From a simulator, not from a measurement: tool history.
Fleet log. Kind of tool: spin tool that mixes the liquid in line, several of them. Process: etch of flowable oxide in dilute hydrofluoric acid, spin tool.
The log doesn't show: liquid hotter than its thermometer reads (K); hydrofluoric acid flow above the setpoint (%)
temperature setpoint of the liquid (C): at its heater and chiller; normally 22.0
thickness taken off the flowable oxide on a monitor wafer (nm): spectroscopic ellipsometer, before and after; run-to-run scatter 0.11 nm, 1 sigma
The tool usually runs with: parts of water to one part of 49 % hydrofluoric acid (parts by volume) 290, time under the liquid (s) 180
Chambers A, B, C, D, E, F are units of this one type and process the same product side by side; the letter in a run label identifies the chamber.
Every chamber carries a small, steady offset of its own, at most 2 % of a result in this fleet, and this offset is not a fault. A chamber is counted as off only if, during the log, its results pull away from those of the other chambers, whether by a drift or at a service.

run	hour	temperature setpoint of the liquid (C)	parts of water to one part of 49 % hydrofluoric acid (parts by volume)	time under the liquid (s)	hours since the thermometer was replaced	hours since the hydrofluoric acid flow meter was replaced	read-back film thickness of the flowable oxide reference wafer, read on the same gauge (nm)	thickness taken off the flowable oxide on a monitor wafer (nm)
1C	6.8	22.0	290	180	1841.8	447.6	90.007	13.4070
2F	15.5	22.0	290	180	968.8	1402.8	90.023	13.4910
3E	23.0	22.0	290	180	111.0	552.0	89.996	13.2600
4A	28.1	22.0	290	180	812.2	730.0	90.004	13.6630
5B	34.4	22.0	290	180	2277.6	789.2	89.993	13.4480
6D	40.2	22.0	290	180	2039.4	840.6	89.997	13.5280
7C	46.5	22.0	290	180	1881.5	487.3	89.991	13.3830
8B	51.4	22.0	290	180	2294.6	806.2	90.006	13.7080
9E	56.8	22.0	290	180	144.8	585.8	90.008	13.3450
10F	65.6	22.0	290	180	1018.9	1452.9	90.001	13.6540
11D	74.4	22.0	290	180	2073.6	874.8	89.991	13.8330
# hour 80.3: chamber B: hydrofluoric acid flow meter replaced
12A	83.0	22.0	290	75	867.1	784.9	90.012	5.6694
13C	92.4	22.0	290	75	1927.4	533.2	90.007	5.5594
14F	97.3	22.0	290	75	1050.6	1484.6	90.000	5.6709
15B	103.4	22.0	290	75	2346.6	23.1	90.017	5.6424
16E	111.0	22.0	290	75	199.0	640.0	90.014	5.5734
17D	118.3	22.0	290	75	2117.5	918.7	89.993	5.6653
18A	125.5	22.0	290	180	909.6	827.4	90.003	13.8000
19F	132.1	22.0	290	180	1085.4	1519.4	90.007	13.7590
20A	140.3	22.0	290	180	924.4	842.2	90.003	13.7490
21C	147.8	22.0	290	180	1982.8	588.6	89.994	13.3770
22E	156.4	22.0	290	85	244.4	685.4	89.999	6.3129
23B	164.5	22.0	290	85	2407.7	84.2	90.001	6.3657
24D	173.6	22.0	290	85	2172.8	974.0	90.010	6.4408
25F	181.5	22.0	290	85	1134.8	1568.8	90.002	6.4765
26E	188.0	22.0	290	85	276.0	717.0	89.999	6.3260
27A	192.4	22.0	290	85	976.5	894.3	89.985	6.6281
28C	199.2	22.0	290	180	2034.2	640.0	89.999	13.5050
29B	204.0	22.0	290	180	2447.2	123.7	89.996	13.4990
30D	208.7	22.0	290	180	2207.9	1009.1	90.002	13.8470
31C	215.1	22.0	290	180	2050.1	655.9	89.996	13.4970
32E	221.3	22.0	290	180	309.3	750.3	89.982	13.2110
33B	230.1	25.5	290	140	2473.3	149.8	89.981	11.9900
# hour 235.1: chamber B: thermometer replaced
34D	238.9	25.5	290	140	2238.1	1039.3	89.992	11.9500
35A	248.3	25.5	290	140	1032.4	950.2	90.001	12.5300
36F	255.6	25.5	290	140	1208.9	1642.9	89.992	11.9990
37A	261.1	25.5	290	140	1045.2	963.0	90.003	12.6860
38F	265.5	25.5	290	140	1218.8	1652.8	89.991	11.9900
39B	270.7	22.0	290	180	35.7	190.4	90.020	13.4700
40E	279.5	22.0	290	180	367.5	808.5	89.993	13.3740
41D	283.7	26.5	290	235	2282.9	1084.1	89.988	20.9530

Next, every chamber runs the same settings. What will each give?
42A	290.6	22.0	290	180				?
42B	290.6	22.0	290	180				?
42C	290.6	22.0	290	180				?
42D	290.6	22.0	290	180				?
42E	290.6	22.0	290	180				?
42F	290.6	22.0	290	180				?

run	thickness taken off the flowable oxide on a monitor wafer (nm)
42A	14.6390
42B	13.5610
42C	13.1670
42D	13.6200
42E	13.3180
42F	13.7070

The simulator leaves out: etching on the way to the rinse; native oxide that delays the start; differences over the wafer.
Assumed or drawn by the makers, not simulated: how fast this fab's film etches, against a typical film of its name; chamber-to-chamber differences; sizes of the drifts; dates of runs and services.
